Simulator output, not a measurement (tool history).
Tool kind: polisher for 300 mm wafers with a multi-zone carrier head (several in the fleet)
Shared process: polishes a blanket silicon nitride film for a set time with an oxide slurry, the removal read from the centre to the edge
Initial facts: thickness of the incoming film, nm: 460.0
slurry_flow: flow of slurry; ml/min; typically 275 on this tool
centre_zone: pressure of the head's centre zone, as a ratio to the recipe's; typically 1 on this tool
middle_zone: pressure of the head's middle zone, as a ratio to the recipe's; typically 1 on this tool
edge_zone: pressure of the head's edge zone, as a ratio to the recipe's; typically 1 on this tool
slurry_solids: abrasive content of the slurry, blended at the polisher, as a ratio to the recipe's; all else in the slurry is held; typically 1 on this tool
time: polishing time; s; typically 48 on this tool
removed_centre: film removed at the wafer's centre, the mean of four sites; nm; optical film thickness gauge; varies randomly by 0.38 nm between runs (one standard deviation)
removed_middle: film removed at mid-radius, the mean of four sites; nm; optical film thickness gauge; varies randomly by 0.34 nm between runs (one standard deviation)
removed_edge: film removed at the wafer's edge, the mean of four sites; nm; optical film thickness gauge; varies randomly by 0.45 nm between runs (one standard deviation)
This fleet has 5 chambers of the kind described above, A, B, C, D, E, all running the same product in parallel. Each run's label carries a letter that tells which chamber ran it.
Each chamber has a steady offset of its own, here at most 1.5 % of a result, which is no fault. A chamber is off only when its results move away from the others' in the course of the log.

run   hour  slurry_flow  centre_zone  middle_zone  edge_zone  slurry_solids  time  removed_centre  removed_middle  removed_edge
 1B    2.8          275            1            1          1              1    48          34.597          33.866        34.123
 2E    7.5          275            1            1          1              1    48          34.093          34.181         34.68
       7.7  -- chamber A: centre zone pressure recalibrated
 3C   11.6          275            1            1          1              1    48           34.12          34.696        34.462
 4A   15.4          275            1            1          1              1    48          34.515          34.354        34.263
      18.2  -- chamber A: worn pad replaced by a new one
 5D   20.1          275            1            1          1              1    48          33.738          33.971        33.916
 6A   23.3          275            1            1          1              1    48          34.062          34.213        34.263
 7E   27.8          275            1            1          1              1    48          33.905          34.238         34.03
 8D   31.2          275            1            1          1            1.2    59          45.491          45.554        45.883
 9B   36.5          275            1            1          1            1.2    59          45.324          46.057        45.309
10C   39.8          275            1            1          1            1.2    59          44.602          45.179        44.181
11D   42.7          275            1            1          1            1.2    59           45.44          45.856        45.567
12A   46.8          275            1            1          1            1.2    59          45.901          45.368        45.177
      49.9  -- chamber D: centre zone pressure recalibrated
13C   50.6          275            1            1          1              1    48          33.941          33.494        33.473
      51.5  -- chamber A: slurry nozzle cleaned
14E     56          275            1            1          1              1    48          34.984          34.186        33.685
15B   60.3          275            1            1          1              1    48          35.099          33.772        33.921
16D   64.8          275            1            1          1              1    48          33.653          34.541        34.366
17C   70.5          275            1            1          1              1    48           32.66          33.376        33.764
18A     76          275            1            1          1              1    48          34.331          34.497          34.3
      76.2  -- chamber E: slurry nozzle cleaned
19B   78.8          275            1            1          1              1    48          34.789          34.679        33.643
20E   84.5          275            1            1          1              1    48          33.256          34.351        34.177
21A     90          275            1            1          1              1    48          34.724          34.702        35.413
      92.6  -- chamber B: slurry nozzle cleaned
22E   95.1          275            1            1          1              1    48          34.273          34.123        34.275
23D   98.6          275            1            1          1              1    48          34.167           34.03        33.997
     100.7  -- chamber B: centre zone pressure recalibrated
24C  104.2          275            1            1          1              1    48          32.409          32.453        32.991
25B  108.2          275            1            1          1              1    48          34.081          33.915        33.545
26D  110.8          275            1            1          1            0.7    48          29.211          28.729         28.85
27E    116          275            1            1          1            0.7    48          28.386          28.448        27.746
     119.7  -- chamber E: worn pad replaced by a new one
28A  119.7          275            1            1          1            0.7    48          29.064          28.762        28.478
29C  124.6          275            1            1          1            0.7    48          26.942          26.582        27.129
30B  127.9          275            1            1          1            0.7    48          28.196          28.263        28.208
31E  132.8          275            1            1          1              1    48          33.814          34.261        34.385
32C  137.6          275            1            1          1              1    48          32.174          32.245        31.826
33D  140.3          275            1            1          1              1    48          34.755          34.172        34.233
34B    143          275            1            1          1              1    48          33.849          34.073         33.64

Which is it: a chamber that has drifted or been left off by a service, a gauge drift common to all chambers, or only each chamber's usual small offset? If a chamber is off, name it and its likeliest cause.

It is chamber C that slowly wanders off from its peers.
Cause: removal rate lost through wear of the pad, % = 6.21.
It could be hard to tell apart here from: slurry flow missing at the pad, %.

Below are 4 candidate recipes for chamber C's next run, each the usual settings with a change, their results shown as question marks. Which of them brings C's results back in line with what the other chambers give on the usual settings?
In-line tolerance around the mean of the other chambers on the usual settings: removed_centre 1.3 nm; removed_middle 1.2 nm; removed_edge 1.6 nm
35C-1  147.1          275            1            1          1              1    45               ?               ?             ?
35C-2  147.1          275            1            1          1              1    51               ?               ?             ?
35C-3  147.1          280            1            1          1           1.05    53               ?               ?             ?
35C-4  147.1          270            1            1          1           0.95    43               ?               ?             ?

Mean of the other chambers on the usual settings: removed_centre 34.141 nm; removed_middle 34.196 nm; removed_edge 34.209 nm
  run  removed_centre  removed_middle  removed_edge
35C-1          30.044          30.052            30
35C-2          34.049          34.059            34
35C-3          36.228          36.231        36.152
35C-4           27.99          28.004        27.969
It is 35C-2 that realigns the chamber with its peers.
